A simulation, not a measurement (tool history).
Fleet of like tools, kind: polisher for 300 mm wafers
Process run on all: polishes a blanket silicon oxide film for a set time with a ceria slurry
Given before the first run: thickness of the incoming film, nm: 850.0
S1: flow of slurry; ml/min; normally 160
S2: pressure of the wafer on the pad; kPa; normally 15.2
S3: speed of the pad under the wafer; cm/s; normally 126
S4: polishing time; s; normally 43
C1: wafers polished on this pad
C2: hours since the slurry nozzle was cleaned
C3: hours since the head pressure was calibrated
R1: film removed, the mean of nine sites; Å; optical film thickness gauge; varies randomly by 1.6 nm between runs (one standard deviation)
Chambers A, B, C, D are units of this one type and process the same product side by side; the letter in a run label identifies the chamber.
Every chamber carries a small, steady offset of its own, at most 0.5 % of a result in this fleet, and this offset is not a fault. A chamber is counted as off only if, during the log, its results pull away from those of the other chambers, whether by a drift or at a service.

{"run": "1A", "hour": 2.4, "S1": 160, "S2": 15.2, "S3": 126, "S4": 43, "C1": 116, "C2": 277.5, "C3": 1056.1, "R1": 1713.3}
{"run": "2B", "hour": 5.9, "S1": 160, "S2": 15.2, "S3": 126, "S4": 43, "C1": 216, "C2": 128.9, "C3": 1121.6, "R1": 1690.4}
{"run": "3D", "hour": 7.8, "S1": 160, "S2": 15.2, "S3": 126, "S4": 43, "C1": 950, "C2": 101.6, "C3": 269.8, "R1": 1714.8}
{"hour": 11.2, "done": "chamber C: worn pad replaced by a new one"}
{"run": "4C", "hour": 11.4, "S1": 160, "S2": 15.2, "S3": 126, "S4": 43, "C1": 2, "C2": 121.4, "C3": 1143.5, "R1": 1667.9}
{"run": "5B", "hour": 15.3, "S1": 160, "S2": 15.2, "S3": 126, "S4": 43, "C1": 319, "C2": 138.3, "C3": 1131.0, "R1": 1696.7}
{"run": "6C", "hour": 18.9, "S1": 160, "S2": 15.2, "S3": 126, "S4": 43, "C1": 85, "C2": 128.9, "C3": 1151.0, "R1": 1686.9}
{"run": "7D", "hour": 21.5, "S1": 160, "S2": 15.2, "S3": 126, "S4": 43, "C1": 1102, "C2": 115.3, "C3": 283.5, "R1": 1706.0}
{"run": "8A", "hour": 24.1, "S1": 160, "S2": 15.2, "S3": 126, "S4": 43, "C1": 356, "C2": 299.2, "C3": 1077.8, "R1": 1701.6}
{"hour": 24.3, "done": "chamber D: worn pad replaced by a new one"}
{"run": "9C", "hour": 27.2, "S1": 160, "S2": 17.9, "S3": 126, "S4": 43, "C1": 176, "C2": 137.2, "C3": 1159.3, "R1": 2044.8}
{"run": "10D", "hour": 30.7, "S1": 160, "S2": 17.9, "S3": 126, "S4": 43, "C1": 71, "C2": 124.5, "C3": 292.7, "R1": 1972.6}
{"run": "11A", "hour": 32.6, "S1": 160, "S2": 17.9, "S3": 126, "S4": 43, "C1": 450, "C2": 307.7, "C3": 1086.3, "R1": 2011.4}
{"run": "12B", "hour": 34.8, "S1": 160, "S2": 17.9, "S3": 126, "S4": 43, "C1": 535, "C2": 157.8, "C3": 1150.5, "R1": 1995.5}
{"run": "13A", "hour": 37.0, "S1": 160, "S2": 15.2, "S3": 126, "S4": 53, "C1": 498, "C2": 312.1, "C3": 1090.7, "R1": 2059.9}
{"run": "14C", "hour": 40.8, "S1": 160, "S2": 15.2, "S3": 126, "S4": 53, "C1": 327, "C2": 150.8, "C3": 1172.9, "R1": 2097.9}
{"run": "15D", "hour": 45.1, "S1": 160, "S2": 15.2, "S3": 126, "S4": 53, "C1": 230, "C2": 138.9, "C3": 307.1, "R1": 2117.7}
{"hour": 47.9, "done": "chamber C: head pressure recalibrated"}
{"run": "16B", "hour": 48.3, "S1": 160, "S2": 15.2, "S3": 126, "S4": 53, "C1": 684, "C2": 171.3, "C3": 1164.0, "R1": 2106.4}
{"run": "17A", "hour": 52.0, "S1": 160, "S2": 15.2, "S3": 126, "S4": 43, "C1": 664, "C2": 327.1, "C3": 1105.7, "R1": 1691.6}
{"run": "18B", "hour": 56.2, "S1": 160, "S2": 15.2, "S3": 126, "S4": 43, "C1": 771, "C2": 179.2, "C3": 1171.9, "R1": 1660.5}
{"run": "19C", "hour": 59.9, "S1": 160, "S2": 15.2, "S3": 126, "S4": 43, "C1": 538, "C2": 169.9, "C3": 12.1, "R1": 1539.5}
{"run": "20D", "hour": 63.0, "S1": 160, "S2": 15.2, "S3": 126, "S4": 43, "C1": 428, "C2": 156.8, "C3": 325.0, "R1": 1693.2}
{"run": "21D", "hour": 66.9, "S1": 200, "S2": 15.2, "S3": 112, "S4": 43, "C1": 471, "C2": 160.7, "C3": 328.9, "R1": 1556.6}
{"hour": 67.4, "done": "chamber A: head pressure recalibrated"}
{"run": "22A", "hour": 70.2, "S1": 200, "S2": 15.2, "S3": 112, "S4": 43, "C1": 865, "C2": 345.3, "C3": 2.8, "R1": 1572.9}
{"run": "23C", "hour": 72.4, "S1": 200, "S2": 15.2, "S3": 112, "S4": 43, "C1": 676, "C2": 182.4, "C3": 24.6, "R1": 1391.5}
{"run": "24B", "hour": 75.6, "S1": 200, "S2": 15.2, "S3": 112, "S4": 43, "C1": 986, "C2": 198.6, "C3": 1191.3, "R1": 1536.2}
{"run": "25A", "hour": 78.7, "S1": 160, "S2": 15.2, "S3": 142, "S4": 43, "C1": 959, "C2": 353.8, "C3": 11.3, "R1": 1920.9}
{"run": "26D", "hour": 81.3, "S1": 160, "S2": 15.2, "S3": 142, "S4": 43, "C1": 630, "C2": 175.1, "C3": 343.3, "R1": 1928.3}
{"hour": 85.5, "done": "chamber A: worn pad replaced by a new one"}
{"run": "27C", "hour": 85.5, "S1": 160, "S2": 15.2, "S3": 142, "S4": 43, "C1": 821, "C2": 195.5, "C3": 37.7, "R1": 1686.1}
{"run": "28B", "hour": 87.9, "S1": 160, "S2": 15.2, "S3": 142, "S4": 43, "C1": 1121, "C2": 210.9, "C3": 1203.6, "R1": 1886.1}
{"run": "29C", "hour": 90.8, "S1": 160, "S2": 19.3, "S3": 126, "S4": 43, "C1": 879, "C2": 200.8, "C3": 43.0, "R1": 1943.0}
{"run": "30D", "hour": 92.8, "S1": 160, "S2": 19.3, "S3": 126, "S4": 43, "C1": 757, "C2": 186.6, "C3": 354.8, "R1": 2177.5}
{"run": "31B", "hour": 95.6, "S1": 160, "S2": 19.3, "S3": 126, "S4": 43, "C1": 1207, "C2": 218.6, "C3": 1211.3, "R1": 2167.3}
{"run": "32A", "hour": 99.9, "S1": 160, "S2": 19.3, "S3": 126, "S4": 43, "C1": 159, "C2": 375.0, "C3": 32.5, "R1": 2165.1}
{"run": "33B", "hour": 104.0, "S1": 160, "S2": 15.2, "S3": 126, "S4": 43, "C1": 1299, "C2": 227.0, "C3": 1219.7, "R1": 1690.2}
{"run": "34D", "hour": 108.0, "S1": 160, "S2": 15.2, "S3": 126, "S4": 43, "C1": 925, "C2": 201.8, "C3": 370.0, "R1": 1705.8}
{"hour": 109.3, "done": "chamber B: worn pad replaced by a new one"}
{"run": "35C", "hour": 111.2, "S1": 160, "S2": 15.2, "S3": 126, "S4": 43, "C1": 1105, "C2": 221.2, "C3": 63.4, "R1": 1538.8}
{"run": "36A", "hour": 115.0, "S1": 160, "S2": 15.2, "S3": 126, "S4": 43, "C1": 326, "C2": 390.1, "C3": 47.6, "R1": 1711.7}
{"run": "37D", "hour": 118.1, "S1": 160, "S2": 15.2, "S3": 126, "S4": 43, "C1": 1037, "C2": 211.9, "C3": 380.1, "R1": 1697.0}
{"run": "38B", "hour": 122.1, "S1": 160, "S2": 18.6, "S3": 110, "S4": 43, "C1": 142, "C2": 245.1, "C3": 1237.8, "R1": 1791.4}
{"run": "39C", "hour": 126.0, "S1": 160, "S2": 18.6, "S3": 110, "S4": 43, "C1": 1268, "C2": 236.0, "C3": 78.2, "R1": 1655.4}

The same settings go to every chamber for the next run, one line per chamber below. Forecast the results for each:
{"run": "40A", "hour": 129.1, "S1": 160, "S2": 15.2, "S3": 126, "S4": 43, "R1": "?"}
{"run": "40B", "hour": 129.1, "S1": 160, "S2": 15.2, "S3": 126, "S4": 43, "R1": "?"}
{"run": "40C", "hour": 129.1, "S1": 160, "S2": 15.2, "S3": 126, "S4": 43, "R1": "?"}
{"run": "40D", "hour": 129.1, "S1": 160, "S2": 15.2, "S3": 126, "S4": 43, "R1": "?"}

run=40A R1=1675.7
run=40B R1=1691.6
run=40C R1=1498.0
run=40D R1=1702.9

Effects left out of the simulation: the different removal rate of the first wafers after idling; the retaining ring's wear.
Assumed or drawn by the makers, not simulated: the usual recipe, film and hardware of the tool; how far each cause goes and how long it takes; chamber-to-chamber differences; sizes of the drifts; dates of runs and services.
